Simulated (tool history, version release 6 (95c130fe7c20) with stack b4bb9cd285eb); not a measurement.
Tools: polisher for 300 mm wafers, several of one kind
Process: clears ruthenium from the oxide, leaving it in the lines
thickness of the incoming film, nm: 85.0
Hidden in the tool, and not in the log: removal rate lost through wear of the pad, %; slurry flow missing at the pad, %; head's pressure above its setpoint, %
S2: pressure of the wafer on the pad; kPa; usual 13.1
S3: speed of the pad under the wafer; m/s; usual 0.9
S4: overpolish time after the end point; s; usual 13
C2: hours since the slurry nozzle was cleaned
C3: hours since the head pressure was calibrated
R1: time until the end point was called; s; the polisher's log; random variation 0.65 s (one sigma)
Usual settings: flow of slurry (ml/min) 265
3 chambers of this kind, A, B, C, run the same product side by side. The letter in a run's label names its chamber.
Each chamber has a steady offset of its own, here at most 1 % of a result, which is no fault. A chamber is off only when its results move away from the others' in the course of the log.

-- hour=3.8 chamber C: worn pad replaced by a new one
run 1B hour=7.8 | flow_of_slurry_(ml/min)=265 S2=13.1 S3=0.9 S4=13 | wafers_polished_on_this_pad=314 C2=61.3 C3=523.6 | R1=77.766
run 2A hour=15.5 | flow_of_slurry_(ml/min)=265 S2=13.1 S3=0.9 S4=13 | wafers_polished_on_this_pad=346 C2=640.5 C3=25.4 | R1=77.246
run 3C hour=23.3 | flow_of_slurry_(ml/min)=265 S2=13.1 S3=0.9 S4=13 | wafers_polished_on_this_pad=168 C2=222.1 C3=1420.6 | R1=77.795
run 4A hour=34.7 | flow_of_slurry_(ml/min)=265 S2=13.1 S3=0.9 S4=13 | wafers_polished_on_this_pad=512 C2=659.7 C3=44.6 | R1=76.22
-- hour=42.4 chamber A: slurry nozzle cleaned
run 5C hour=47.8 | flow_of_slurry_(ml/min)=265 S2=15.9 S3=1.1 S4=13 | wafers_polished_on_this_pad=380 C2=246.6 C3=1445.1 | R1=52.081
run 6B hour=59.4 | flow_of_slurry_(ml/min)=265 S2=15.9 S3=1.1 S4=13 | wafers_polished_on_this_pad=760 C2=112.9 C3=575.2 | R1=51.266
-- hour=65 chamber B: worn pad replaced by a new one
run 7C hour=71.7 | flow_of_slurry_(ml/min)=265 S2=15.9 S3=1.1 S4=13 | wafers_polished_on_this_pad=586 C2=270.5 C3=1469 | R1=52.204
run 8A hour=78.3 | flow_of_slurry_(ml/min)=265 S2=13.1 S3=0.9 S4=13 | wafers_polished_on_this_pad=888 C2=35.9 C3=88.2 | R1=77.636
run 9B hour=87.6 | flow_of_slurry_(ml/min)=265 S2=13.1 S3=0.9 S4=13 | wafers_polished_on_this_pad=195 C2=141.1 C3=603.4 | R1=76.845
run 10C hour=94.6 | flow_of_slurry_(ml/min)=265 S2=13.1 S3=0.9 S4=13 | wafers_polished_on_this_pad=784 C2=293.4 C3=1491.9 | R1=77.425
run 11B hour=101.1 | flow_of_slurry_(ml/min)=265 S2=13.1 S3=0.9 S4=13 | wafers_polished_on_this_pad=311 C2=154.6 C3=616.9 | R1=77.567
run 12A hour=112.3 | flow_of_slurry_(ml/min)=265 S2=13.1 S3=0.9 S4=13 | wafers_polished_on_this_pad=1182 C2=69.9 C3=122.2 | R1=76.355
-- hour=126.2 chamber C: worn pad replaced by a new one
run 13B hour=126.3 | flow_of_slurry_(ml/min)=265 S2=13.1 S3=0.9 S4=13 | wafers_polished_on_this_pad=529 C2=179.8 C3=642.1 | R1=76.714
run 14C hour=136.7 | flow_of_slurry_(ml/min)=265 S2=13.1 S3=0.74 S4=6 | wafers_polished_on_this_pad=90 C2=335.5 C3=1534 | R1=95.158
-- hour=138.4 chamber B: head pressure recalibrated
-- hour=146 chamber C: slurry nozzle cleaned
run 15A hour=147.5 | flow_of_slurry_(ml/min)=265 S2=13.1 S3=0.74 S4=6 | wafers_polished_on_this_pad=1486 C2=105.1 C3=157.4 | R1=94.887
-- hour=156.2 chamber B: slurry nozzle cleaned
run 16B hour=159.4 | flow_of_slurry_(ml/min)=265 S2=13.1 S3=0.74 S4=6 | wafers_polished_on_this_pad=815 C2=3.3 C3=21.1 | R1=94.816
-- hour=169.2 chamber B: worn pad replaced by a new one
run 17A hour=172.8 | flow_of_slurry_(ml/min)=265 S2=13.1 S3=0.9 S4=13 | wafers_polished_on_this_pad=1704 C2=130.4 C3=182.7 | R1=78.396
run 18C hour=186 | flow_of_slurry_(ml/min)=265 S2=13.1 S3=0.9 S4=13 | wafers_polished_on_this_pad=516 C2=40 C3=1583.3 | R1=76.855
run 19C hour=196.6 | flow_of_slurry_(ml/min)=265 S2=13.1 S3=0.9 S4=13 | wafers_polished_on_this_pad=608 C2=50.6 C3=1593.9 | R1=78.357
-- hour=197.4 chamber C: head pressure recalibrated
run 20B hour=204.7 | flow_of_slurry_(ml/min)=265 S2=13.1 S3=0.9 S4=13 | wafers_polished_on_this_pad=306 C2=48.6 C3=66.4 | R1=78.337
run 21A hour=218.5 | flow_of_slurry_(ml/min)=265 S2=13.1 S3=0.8 S4=13 | wafers_polished_on_this_pad=2099 C2=176.1 C3=228.4 | R1=89.375
run 22C hour=224.8 | flow_of_slurry_(ml/min)=265 S2=13.1 S3=0.8 S4=13 | wafers_polished_on_this_pad=851 C2=78.8 C3=27.4 | R1=87.001
run 23B hour=234.3 | flow_of_slurry_(ml/min)=265 S2=13.1 S3=0.8 S4=13 | wafers_polished_on_this_pad=562 C2=78.2 C3=96 | R1=86.224
run 24A hour=245.3 | flow_of_slurry_(ml/min)=265 S2=13.1 S3=0.9 S4=13 | wafers_polished_on_this_pad=2330 C2=202.9 C3=255.2 | R1=81.663
run 25C hour=253.3 | flow_of_slurry_(ml/min)=265 S2=13.1 S3=0.9 S4=13 | wafers_polished_on_this_pad=1097 C2=107.3 C3=55.9 | R1=76.755
run 26B hour=264.8 | flow_of_slurry_(ml/min)=265 S2=13.1 S3=0.9 S4=13 | wafers_polished_on_this_pad=825 C2=108.7 C3=126.5 | R1=77.805
-- hour=268 chamber C: worn pad replaced by a new one
-- hour=272.7 chamber B: worn pad replaced by a new one
run 27A hour=278.7 | flow_of_slurry_(ml/min)=265 S2=9.7 S3=0.9 S4=16 | wafers_polished_on_this_pad=2618 C2=236.3 C3=288.6 | R1=111.35
run 28A hour=286 | flow_of_slurry_(ml/min)=265 S2=9.7 S3=0.9 S4=16 | wafers_polished_on_this_pad=2681 C2=243.6 C3=295.9 | R1=111.59
run 29B hour=293.7 | flow_of_slurry_(ml/min)=265 S2=9.7 S3=0.9 S4=16 | wafers_polished_on_this_pad=181 C2=137.6 C3=155.4 | R1=106.29
run 30C hour=305 | flow_of_slurry_(ml/min)=350 S2=13.1 S3=0.9 S4=13 | wafers_polished_on_this_pad=320 C2=159 C3=107.6 | R1=75.514
run 31A hour=312 | flow_of_slurry_(ml/min)=350 S2=13.1 S3=0.9 S4=13 | wafers_polished_on_this_pad=2906 C2=269.6 C3=321.9 | R1=81.222
run 32C hour=319.9 | flow_of_slurry_(ml/min)=350 S2=13.1 S3=0.9 S4=13 | wafers_polished_on_this_pad=448 C2=173.9 C3=122.5 | R1=75.679
run 33B hour=330.3 | flow_of_slurry_(ml/min)=265 S2=13.1 S3=0.9 S4=13 | wafers_polished_on_this_pad=497 C2=174.2 C3=192 | R1=77.392
run 34A hour=341.7 | flow_of_slurry_(ml/min)=265 S2=13.1 S3=0.9 S4=13 | wafers_polished_on_this_pad=3162 C2=299.3 C3=351.6 | R1=85.647
run 35B hour=348.7 | flow_of_slurry_(ml/min)=265 S2=13.1 S3=0.9 S4=13 | wafers_polished_on_this_pad=656 C2=192.6 C3=210.4 | R1=77.661
run 36C hour=358 | flow_of_slurry_(ml/min)=265 S2=13.1 S3=0.9 S4=13 | wafers_polished_on_this_pad=777 C2=212 C3=160.6 | R1=78.052

Is one chamber off against the others, does the gauge drift, or is nothing wrong? If a chamber is off, say which, and what the likeliest cause is.

Chamber A drifts away from the others.
Cause: removal rate lost through wear of the pad, % = 10.7.
The log may not tell that from: head's pressure below its setpoint, %.

Here are 4 candidates for chamber A's next run, each the usual settings with a change, their results left as question marks. Which one brings its results back in line with what the others give on the usual settings?
In line means no further than this from the other chambers' mean on the usual settings: R1 2.3 s
run 37A-1 hour=368.2 | flow_of_slurry_(ml/min)=260 S2=11.7 S3=0.8 S4=13 | R1=?
run 37A-2 hour=368.2 | flow_of_slurry_(ml/min)=270 S2=14.5 S3=0.9 S4=13 | R1=?
run 37A-3 hour=368.2 | flow_of_slurry_(ml/min)=265 S2=16.5 S3=0.9 S4=13 | R1=?
run 37A-4 hour=368.2 | flow_of_slurry_(ml/min)=265 S2=12.4 S3=0.86 S4=13 | R1=?

The other chambers' mean on the usual settings: R1 77.527 s
run=37A-1 R1=108.82
run=37A-2 R1=78.023
run=37A-3 R1=68.368
run=37A-4 R1=95.464
37A-2 brings the chamber back in line.
